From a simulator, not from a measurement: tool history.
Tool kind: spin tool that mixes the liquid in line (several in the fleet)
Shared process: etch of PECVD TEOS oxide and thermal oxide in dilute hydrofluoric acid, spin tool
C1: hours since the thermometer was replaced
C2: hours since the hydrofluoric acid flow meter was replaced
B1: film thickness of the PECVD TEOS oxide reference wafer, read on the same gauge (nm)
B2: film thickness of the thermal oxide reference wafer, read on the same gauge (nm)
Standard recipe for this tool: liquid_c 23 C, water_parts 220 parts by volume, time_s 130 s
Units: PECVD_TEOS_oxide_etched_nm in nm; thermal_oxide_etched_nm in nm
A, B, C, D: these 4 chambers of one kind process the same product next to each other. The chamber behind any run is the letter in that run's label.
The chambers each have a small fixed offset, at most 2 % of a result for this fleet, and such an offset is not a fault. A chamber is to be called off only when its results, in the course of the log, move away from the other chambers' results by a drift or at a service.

run 1C hour=5.2 | liquid_c=23 water_parts=220 time_s=130 | C1=297 C2=723.9 | B1=90.037 B2=60.011 | PECVD_TEOS_oxide_etched_nm=4.2371 thermal_oxide_etched_nm=2.2977
run 2A hour=11.8 | liquid_c=23 water_parts=220 time_s=130 | C1=683 C2=1749.6 | B1=90.01 B2=59.976 | PECVD_TEOS_oxide_etched_nm=4.1896 thermal_oxide_etched_nm=2.2722
run 3D hour=17.6 | liquid_c=23 water_parts=220 time_s=130 | C1=509.7 C2=485.7 | B1=89.993 B2=59.999 | PECVD_TEOS_oxide_etched_nm=4.2414 thermal_oxide_etched_nm=2.2942
run 4B hour=23 | liquid_c=23 water_parts=220 time_s=130 | C1=760.1 C2=322.6 | B1=90.05 B2=60.001 | PECVD_TEOS_oxide_etched_nm=4.217 thermal_oxide_etched_nm=2.2708
run 5A hour=32 | liquid_c=23 water_parts=220 time_s=130 | C1=703.2 C2=1769.8 | B1=90.031 B2=60.006 | PECVD_TEOS_oxide_etched_nm=4.1766 thermal_oxide_etched_nm=2.3086
run 6C hour=38.3 | liquid_c=23 water_parts=220 time_s=130 | C1=330.1 C2=757 | B1=90.021 B2=59.992 | PECVD_TEOS_oxide_etched_nm=4.213 thermal_oxide_etched_nm=2.2857
run 7B hour=49.4 | liquid_c=23 water_parts=220 time_s=130 | C1=786.5 C2=349 | B1=90.008 B2=59.995 | PECVD_TEOS_oxide_etched_nm=4.2298 thermal_oxide_etched_nm=2.2287
run 8D hour=56.2 | liquid_c=23 water_parts=220 time_s=130 | C1=548.3 C2=524.3 | B1=89.999 B2=60.007 | PECVD_TEOS_oxide_etched_nm=4.2145 thermal_oxide_etched_nm=2.2404
run 9C hour=66.2 | liquid_c=23 water_parts=220 time_s=130 | C1=358 C2=784.9 | B1=90.031 B2=60.003 | PECVD_TEOS_oxide_etched_nm=4.2551 thermal_oxide_etched_nm=2.3031
run 10A hour=75.2 | liquid_c=23 water_parts=280 time_s=155 | C1=746.4 C2=1813 | B1=90.012 B2=60.009 | PECVD_TEOS_oxide_etched_nm=3.7172 thermal_oxide_etched_nm=2.079
run 11D hour=81.8 | liquid_c=23 water_parts=280 time_s=155 | C1=573.9 C2=549.9 | B1=90.003 B2=60.036 | PECVD_TEOS_oxide_etched_nm=3.6854 thermal_oxide_etched_nm=1.9992
run 12B hour=92.1 | liquid_c=23 water_parts=280 time_s=155 | C1=829.2 C2=391.7 | B1=90.026 B2=59.99 | PECVD_TEOS_oxide_etched_nm=3.719 thermal_oxide_etched_nm=1.967
run 13C hour=98.5 | liquid_c=23 water_parts=280 time_s=155 | C1=390.3 C2=817.2 | B1=90.023 B2=59.991 | PECVD_TEOS_oxide_etched_nm=3.6985 thermal_oxide_etched_nm=2.0281
run 14A hour=104.4 | liquid_c=23 water_parts=220 time_s=130 | C1=775.6 C2=1842.2 | B1=90.02 B2=60.004 | PECVD_TEOS_oxide_etched_nm=4.2487 thermal_oxide_etched_nm=2.3124
run 15B hour=112 | liquid_c=23 water_parts=220 time_s=130 | C1=849.1 C2=411.6 | B1=90.007 B2=60.006 | PECVD_TEOS_oxide_etched_nm=4.2279 thermal_oxide_etched_nm=2.2669
run 16D hour=120.6 | liquid_c=23 water_parts=220 time_s=130 | C1=612.7 C2=588.7 | B1=89.999 B2=59.994 | PECVD_TEOS_oxide_etched_nm=4.2648 thermal_oxide_etched_nm=2.3011
run 17C hour=130.3 | liquid_c=23 water_parts=220 time_s=130 | C1=422.1 C2=849 | B1=89.995 B2=59.989 | PECVD_TEOS_oxide_etched_nm=4.2122 thermal_oxide_etched_nm=2.2808
run 18B hour=139.1 | liquid_c=23 water_parts=220 time_s=130 | C1=876.2 C2=438.7 | B1=90.018 B2=59.999 | PECVD_TEOS_oxide_etched_nm=4.196 thermal_oxide_etched_nm=2.2177
run 19D hour=145.9 | liquid_c=23 water_parts=220 time_s=130 | C1=638 C2=614 | B1=89.992 B2=60.011 | PECVD_TEOS_oxide_etched_nm=4.1598 thermal_oxide_etched_nm=2.244
run 20A hour=152.7 | liquid_c=23 water_parts=220 time_s=130 | C1=823.9 C2=1890.5 | B1=89.982 B2=59.974 | PECVD_TEOS_oxide_etched_nm=4.2003 thermal_oxide_etched_nm=2.3406
-- hour=158.5 chamber D: thermometer replaced
run 21A hour=163.2 | liquid_c=23 water_parts=220 time_s=130 | C1=834.4 C2=1901 | B1=89.981 B2=60.012 | PECVD_TEOS_oxide_etched_nm=4.2266 thermal_oxide_etched_nm=2.2671
-- hour=164 chamber C: hydrofluoric acid flow meter replaced
run 22D hour=170.8 | liquid_c=23 water_parts=220 time_s=130 | C1=12.3 C2=638.9 | B1=89.984 B2=60.002 | PECVD_TEOS_oxide_etched_nm=4.2024 thermal_oxide_etched_nm=2.3354
run 23B hour=182.8 | liquid_c=23 water_parts=220 time_s=130 | C1=919.9 C2=482.4 | B1=90.063 B2=60.006 | PECVD_TEOS_oxide_etched_nm=4.2907 thermal_oxide_etched_nm=2.2609
run 24C hour=194.2 | liquid_c=23 water_parts=220 time_s=130 | C1=486 C2=30.2 | B1=89.983 B2=59.979 | PECVD_TEOS_oxide_etched_nm=4.2248 thermal_oxide_etched_nm=2.2818

What goes on in this fleet: one chamber off, a drifting gauge, or nothing beyond the chambers' own small offsets? Name the chamber and the cause, if any.

No chamber stands off beyond its own small offset, and the gauge holds steady.

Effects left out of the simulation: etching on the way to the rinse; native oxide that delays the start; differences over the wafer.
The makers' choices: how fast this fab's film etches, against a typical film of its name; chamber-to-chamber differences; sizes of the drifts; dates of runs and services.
